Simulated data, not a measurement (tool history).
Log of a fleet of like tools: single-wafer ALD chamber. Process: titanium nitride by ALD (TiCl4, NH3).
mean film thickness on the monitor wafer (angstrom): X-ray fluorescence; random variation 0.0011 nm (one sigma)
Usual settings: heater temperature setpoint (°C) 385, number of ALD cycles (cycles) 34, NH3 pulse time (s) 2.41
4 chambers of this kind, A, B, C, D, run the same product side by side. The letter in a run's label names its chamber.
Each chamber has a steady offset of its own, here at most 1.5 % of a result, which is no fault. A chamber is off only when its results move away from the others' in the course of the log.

run,day,heater temperature setpoint (°C),number of ALD cycles (cycles),NH3 pulse time (s),hours since the last thermocouple change,"read-back reference wafer on the same gauge, thickness_nm",mean film thickness on the monitor wafer (angstrom)
1D,0.408,385,34,2.41,1611.6,0.63264,7.4469
2A,0.804,385,34,2.41,253.8,0.63293,7.4362
3B,1.05,385,34,2.41,607.1,0.63264,7.5542
4C,1.279,385,34,2.41,1288.7,0.63235,7.3736
5B,1.483,372,38,2.41,617.5,0.63251,8.3463
# day 1.638: chamber C: thermocouple changed; heater temperature recalibrated
6A,1.717,372,38,2.41,275.7,0.63235,8.1861
7D,1.925,372,38,2.41,1648,0.63222,8.2482
8C,2.246,372,38,2.41,14.6,0.6321,8.1463
9C,2.5,385,34,2.41,20.7,0.63203,7.3602
10A,2.725,385,34,2.41,299.9,0.63188,7.4117
11B,3.008,385,34,2.41,654.1,0.63189,7.5568
12D,3.275,385,34,2.41,1680.4,0.63176,7.4362
13D,3.621,385,34,2.41,1688.7,0.63141,7.4553
14C,3.917,385,34,2.41,54.7,0.63134,7.3447
15A,4.196,385,34,2.41,335.2,0.63137,7.3899
16B,4.525,385,34,2.41,690.5,0.63128,7.5475
17C,4.796,385,34,2.41,75.8,0.63116,7.3447
18B,5.2,385,34,2.41,706.7,0.6309,7.5344
19D,5.433,385,34,2.41,1732.2,0.63089,7.432
20A,5.771,373,34,3.13,373,0.63057,7.4286
21D,5.962,373,34,3.13,1744.9,0.63052,7.4711
22A,6.329,373,34,3.13,386.4,0.63034,7.4218
23B,6.629,373,34,3.13,741,0.63031,7.5842
24C,6.825,385,34,2.41,124.5,0.63031,7.3448
25A,7.008,385,34,2.41,402.7,0.63009,7.3988
26D,7.217,385,34,2.41,1775,0.63028,7.441
27C,7.479,385,34,2.41,140.2,0.62993,7.3416
28B,7.712,385,34,2.41,767,0.63002,7.5113
29B,8.021,385,34,2.41,774.4,0.62989,7.5326
30A,8.254,373,34,1.75,432.6,0.63006,7.1431
31D,8.517,373,34,1.75,1806.2,0.62946,7.2103
32C,8.762,373,34,1.75,171,0.62919,7.1067
33A,8.996,373,34,1.75,450.4,0.62951,7.1717

Next, every chamber runs the same settings. What will each give?
34A,9.292,385,34,2.41,,,?
34B,9.292,385,34,2.41,,,?
34C,9.292,385,34,2.41,,,?
34D,9.292,385,34,2.41,,,?

run,mean film thickness on the monitor wafer (angstrom)
34A,7.3716
34B,7.5351
34C,7.3385
34D,7.4181
